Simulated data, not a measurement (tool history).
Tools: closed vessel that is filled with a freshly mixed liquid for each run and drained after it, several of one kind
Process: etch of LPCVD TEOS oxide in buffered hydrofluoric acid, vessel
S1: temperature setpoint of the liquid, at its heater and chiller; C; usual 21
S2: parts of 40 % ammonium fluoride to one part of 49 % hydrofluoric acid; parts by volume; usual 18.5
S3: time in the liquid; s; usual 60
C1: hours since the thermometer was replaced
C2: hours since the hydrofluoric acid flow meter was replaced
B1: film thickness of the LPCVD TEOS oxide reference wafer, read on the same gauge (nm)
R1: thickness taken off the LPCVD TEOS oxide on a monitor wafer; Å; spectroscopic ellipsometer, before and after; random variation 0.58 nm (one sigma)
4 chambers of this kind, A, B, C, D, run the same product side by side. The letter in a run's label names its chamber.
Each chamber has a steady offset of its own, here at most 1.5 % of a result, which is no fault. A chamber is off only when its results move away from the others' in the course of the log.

run	hour	S1	S2	S3	C1	C2	B1	R1
1B	8.3	21	18.5	60	991.6	1093.4	60.051	786.69
2A	14.4	21	18.5	60	476	795.7	60.004	773.81
3C	21.8	21	18.5	60	643.9	83.9	60.031	767.51
4D	28.1	21	18.5	60	1158.5	535.4	60.048	772.06
5C	32.6	21	18.5	60	654.7	94.7	59.994	780.23
6B	42.2	21	12.5	90	1025.5	1127.3	60.026	1717.7
7D	51.4	21	12.5	90	1181.8	558.7	60.004	1697.7
8A	58	21	12.5	90	519.6	839.3	60.014	1722.7
9C	65.7	21	12.5	90	687.8	127.8	60.003	1691.3
10B	75.8	21	18.5	60	1059.1	1160.9	60.01	779.3
11D	81.7	21	18.5	60	1212.1	589	60.017	759.1
12A	86.9	21	18.5	60	548.5	868.2	59.955	776.07
13D	92.5	21	18.5	60	1222.9	599.8	60.024	763.01
14B	102.2	21	18.5	60	1085.5	1187.3	60.032	776.53
15A	107.7	21	18.5	60	569.3	889	60.065	789.39
16C	113.9	21	18.5	60	736	176	59.992	771.67
17B	120.5	21	18.5	60	1103.8	1205.6	59.972	796.79
18A	127.5	21	18.5	60	589.1	908.8	60.007	775.39
19D	135.6	21	18.5	60	1266	642.9	59.988	753.19
20C	141.6	21	18.5	60	763.7	203.7	60.015	762.23
21A	150.8	21	11	60	612.4	932.1	60.03	1303.6
22D	156.6	21	11	60	1287	663.9	60.006	1260
23B	165.2	21	11	60	1148.5	1250.3	59.996	1289.1
24C	171.8	21	11	60	793.9	233.9	60.008	1284.5
25D	176.4	21	18.5	60	1306.8	683.7	60.012	735.26

Is one chamber off against the others, does the gauge drift, or is nothing wrong? If a chamber is off, say which, and what the likeliest cause is.

Chamber D drifts away from the others.
Cause: liquid colder than its thermometer reads (K) = 0.759.
The log may not tell that from: hydrofluoric acid flow below the setpoint (%).

Here are 4 candidates for chamber D's next run, each the usual settings with a change, their results left as question marks. Which one brings its results back in line with what the others give on the usual settings?
In line means no further than this from the other chambers' mean on the usual settings: R1 20 Å
26D-1	183.6	21	18	65				?
26D-2	183.6	21.5	18	60				?
26D-3	183.6	21	19.5	60				?
26D-4	183.6	21	20.5	60				?

The other chambers' mean on the usual settings: R1 778.4 Å
run	R1
26D-1	827.04
26D-2	785.08
26D-3	704.55
26D-4	675.38
26D-2 brings the chamber back in line.
